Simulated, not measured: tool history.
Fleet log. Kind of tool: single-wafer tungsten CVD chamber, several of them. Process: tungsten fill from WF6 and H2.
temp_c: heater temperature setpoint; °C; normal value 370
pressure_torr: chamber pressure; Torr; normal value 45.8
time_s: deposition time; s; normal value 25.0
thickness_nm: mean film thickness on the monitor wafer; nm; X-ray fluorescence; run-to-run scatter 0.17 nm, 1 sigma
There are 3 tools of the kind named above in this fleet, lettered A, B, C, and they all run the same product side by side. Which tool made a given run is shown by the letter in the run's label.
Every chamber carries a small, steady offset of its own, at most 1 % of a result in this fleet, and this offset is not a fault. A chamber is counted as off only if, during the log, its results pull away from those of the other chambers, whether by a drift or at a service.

run	hour	temp_c	pressure_torr	time_s	hours since the last thermocouple change	hours since the last manometer calibration	read-back reference wafer on the same gauge, thickness_nm	thickness_nm
1A	5.6	370	45.8	25.0	1196.5	204.0	44.287	48.844
2C	13.6	370	45.8	25.0	647.8	909.3	44.273	48.955
3B	17.6	370	45.8	25.0	1032.2	718.7	44.296	48.320
4B	21.4	370	45.8	25.0	1036.0	722.5	44.300	48.311
# hour 25.8: chamber C: capacitance manometer re-zeroed and calibrated
5A	28.1	370	45.8	22.3	1219.0	226.5	44.301	43.770
6C	34.0	370	45.8	22.3	668.2	8.3	44.316	43.471
7C	39.6	370	45.8	22.3	673.8	13.9	44.337	43.572
8A	46.8	370	45.8	25.0	1237.7	245.2	44.253	48.808
9B	54.7	370	45.8	25.0	1069.3	755.8	44.287	48.461
10C	58.5	370	45.8	25.0	692.7	32.8	44.317	48.830
11B	66.3	370	45.8	25.0	1080.9	767.4	44.297	48.320
12A	71.1	370	45.8	27.6	1262.0	269.5	44.337	53.916
13C	77.2	370	45.8	27.6	711.4	51.5	44.331	53.669
14A	84.0	370	45.8	27.6	1274.9	282.4	44.275	53.781
15B	92.3	370	45.8	25.0	1106.9	793.4	44.293	48.672
16A	98.4	370	45.8	25.0	1289.3	296.8	44.304	48.162
17B	102.9	370	45.8	21.9	1117.5	804.0	44.304	42.337
18C	106.7	370	45.8	21.9	740.9	81.0	44.310	42.709
19B	112.6	370	45.8	21.9	1127.2	813.7	44.267	42.472
20C	120.9	370	45.8	25.0	755.1	95.2	44.306	48.770
21A	125.4	370	45.8	25.0	1316.3	323.8	44.313	47.919
22B	130.1	370	45.8	27.9	1144.7	831.2	44.277	54.039
23A	135.9	370	45.8	27.9	1326.8	334.3	44.305	53.145
24C	142.4	370	45.8	27.9	776.6	116.7	44.322	54.578
25B	150.5	370	45.8	25.0	1165.1	851.6	44.260	48.498
26C	156.3	370	45.8	25.0	790.5	130.6	44.296	48.533
27A	163.4	370	45.8	25.0	1354.3	361.8	44.304	46.799

Has any chamber moved away from the others, gradually or after a service, or does the common gauge drift, or do the chambers differ only by their own small steady offsets? State the chamber and the most likely cause if one applies.

Chamber A drifts away from the others.
Likeliest cause: wafer temperature below the value expected at the setpoint (K) = 2.05.
The log may not tell that from: true pressure below the setpoint (%).

Which of the 4 candidates below, each the usual settings with something changed and its results left as question marks, puts chamber A back in line with what the other chambers give on the usual settings?
In-line tolerance around the mean of the other chambers on the usual settings: thickness_nm 0.580 nm
28A-1	169.4	370	45.4	24.7				?
28A-2	169.4	370	41.8	25.0				?
28A-3	169.4	370	49.8	25.0				?
28A-4	169.4	370	46.2	25.3				?

Other chambers, usual settings, mean: thickness_nm 48.628 nm
run	thickness_nm
28A-1	46.049
28A-2	44.874
28A-3	48.622
28A-4	47.550
With 28A-3, the chamber falls back in line with the rest.
